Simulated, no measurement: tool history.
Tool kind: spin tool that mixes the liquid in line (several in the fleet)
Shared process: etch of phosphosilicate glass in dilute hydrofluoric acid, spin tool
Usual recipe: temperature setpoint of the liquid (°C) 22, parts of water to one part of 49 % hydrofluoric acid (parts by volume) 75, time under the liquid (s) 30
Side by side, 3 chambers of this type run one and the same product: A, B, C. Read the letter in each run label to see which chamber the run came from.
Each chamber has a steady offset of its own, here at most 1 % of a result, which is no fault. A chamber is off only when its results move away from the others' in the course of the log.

run,hour,temperature setpoint of the liquid (°C),parts of water to one part of 49 % hydrofluoric acid (parts by volume),time under the liquid (s),"read-back film thickness of the phosphosilicate glass reference wafer, read on the same gauge (nm)",thickness taken off the phosphosilicate glass on a monitor wafer (angstrom)
1B,9.3,22,75,30,29.989,684.72
2A,17.7,22,75,30,30.008,694.34
3C,28.8,22,75,30,30.014,690.31
4C,38.2,22,75,30,29.977,690.3
5B,52.8,22,75,30,29.991,689.71
6A,61.4,22,75,30,30.013,690.24
7B,75.8,22,75,30,29.986,688.17
8A,87.9,22,75,20,30.006,465.43
9C,98.4,22,75,20,29.996,460.97
10C,113.6,22,75,20,29.997,459.6
11A,127,22,75,30,29.992,695.05
# hour 139.3: chamber A: hydrofluoric acid flow meter replaced
12B,140.8,22,110,30,30,463.61
# hour 142.1: chamber C: thermometer replaced
13C,156,22,110,30,29.98,450.69
14B,163.7,22,110,30,29.996,466.34
15A,176.3,22,75,30,30.013,693.06
16A,186.6,22,75,30,30.012,688.83
17B,201.5,22,75,30,30.003,728.91
18C,209.4,22,75,30,30.005,677.23
19A,218.6,22,75,30,29.984,687.5
20B,227.3,22,75,30,30,737.74
21C,240.6,22,75,30,29.989,689.44
22C,255.8,22,75,30,29.997,694.37
23B,269.6,22,75,30,30.023,748.34
24A,280.8,22,75,30,29.987,688.6
25C,289.7,22,60,15,29.984,434.21
26A,300.8,22,60,15,30.012,436.65

The same settings go to every chamber for the next run, one line per chamber below. Forecast the results for each:
27A,312.2,25.5,75,30,,?
27B,312.2,25.5,75,30,,?
27C,312.2,25.5,75,30,,?

run,thickness taken off the phosphosilicate glass on a monitor wafer (angstrom)
27A,808.61
27B,870.17
27C,780.32

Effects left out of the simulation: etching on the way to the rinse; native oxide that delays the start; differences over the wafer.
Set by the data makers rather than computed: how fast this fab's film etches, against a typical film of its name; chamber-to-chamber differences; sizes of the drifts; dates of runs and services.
